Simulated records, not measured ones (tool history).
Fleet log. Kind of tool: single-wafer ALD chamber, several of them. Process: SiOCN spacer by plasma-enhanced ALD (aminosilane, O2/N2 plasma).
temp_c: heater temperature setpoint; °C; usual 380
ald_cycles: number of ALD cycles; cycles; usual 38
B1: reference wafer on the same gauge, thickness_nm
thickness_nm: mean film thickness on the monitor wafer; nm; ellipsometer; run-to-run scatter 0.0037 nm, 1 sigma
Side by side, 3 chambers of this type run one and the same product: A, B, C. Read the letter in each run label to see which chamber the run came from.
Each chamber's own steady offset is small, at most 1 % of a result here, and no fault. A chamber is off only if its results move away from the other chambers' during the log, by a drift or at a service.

Run 1C, hour 11.7: usual settings; B1 1.8904. Result: thickness_nm 2.2912 nm.
Run 2B, hour 23.8: usual settings; B1 1.8909. Result: thickness_nm 2.2699 nm.
Run 3A, hour 32.4: usual settings; B1 1.8911. Result: thickness_nm 2.2879 nm.
Run 4B, hour 42.2: usual settings; B1 1.892. Result: thickness_nm 2.2835 nm.
Run 5C, hour 50.1: usual settings; B1 1.892. Result: thickness_nm 2.2965 nm.
Run 6A, hour 60.9: usual settings; B1 1.8918. Result: thickness_nm 2.285 nm.
Run 7C, hour 67.8: usual settings; B1 1.8926. Result: thickness_nm 2.2933 nm.
Run 8B, hour 76.8: usual settings; B1 1.8936. Result: thickness_nm 2.2831 nm.
Run 9A, hour 87.8: usual settings; B1 1.8936. Result: thickness_nm 2.291 nm.
Run 10A, hour 95.9: usual settings; B1 1.8929. Result: thickness_nm 2.2944 nm.
Run 11C, hour 110: usual settings; B1 1.8938. Result: thickness_nm 2.3037 nm.
Run 12B, hour 125.9: usual settings; B1 1.895. Result: thickness_nm 2.2783 nm.
Run 13A, hour 136.3: usual settings; B1 1.8958. Result: thickness_nm 2.2939 nm.
Run 14B, hour 145.6: usual settings; B1 1.8959. Result: thickness_nm 2.2919 nm.
Run 15C, hour 158.9: usual settings; B1 1.8963. Result: thickness_nm 2.2999 nm.
Run 16C, hour 170.4: usual settings; B1 1.8969. Result: thickness_nm 2.3016 nm.
Run 17A, hour 180.7: usual settings; B1 1.8969. Result: thickness_nm 2.2935 nm.
Run 18B, hour 190: usual settings; B1 1.8961. Result: thickness_nm 2.2885 nm.
Run 19A, hour 205.2: usual settings; B1 1.897. Result: thickness_nm 2.302 nm.
Run 20C, hour 212.2: usual settings; B1 1.8982. Result: thickness_nm 2.3086 nm.
Run 21B, hour 224.3: usual settings; B1 1.8992. Result: thickness_nm 2.2868 nm.
Run 22C, hour 236.6: usual settings; B1 1.8989. Result: thickness_nm 2.3012 nm.
Run 23A, hour 246.4: usual settings; B1 1.8994. Result: thickness_nm 2.2988 nm.
Run 24B, hour 255.8: usual settings but temp_c 371 °C; B1 1.8994. Result: thickness_nm 2.2828 nm.
Run 25C, hour 271.3: usual settings but temp_c 371 °C; B1 1.9004. Result: thickness_nm 2.3062 nm.
Run 26B, hour 284.2: usual settings but temp_c 371 °C; B1 1.9008. Result: thickness_nm 2.2862 nm.
At hour 292.8: chamber B: thermocouple changed; heater temperature recalibrated.
Run 27A, hour 298: usual settings; B1 1.9009. Result: thickness_nm 2.3056 nm.
Run 28B, hour 305.6: usual settings; B1 1.9014. Result: thickness_nm 2.2912 nm.
Run 29C, hour 313.6: usual settings; B1 1.9019. Result: thickness_nm 2.3047 nm.
Run 30A, hour 323.5: usual settings; B1 1.9022. Result: thickness_nm 2.3013 nm.

Is one chamber out of step, is the gauge drifting, or do the chambers differ by no more than their own small offsets? For an off chamber, give its letter and the likeliest cause.

Gauge drift. The chambers move together only on paper, and none stands off.
What lies behind it: gauge reads high (%) = 0.667.
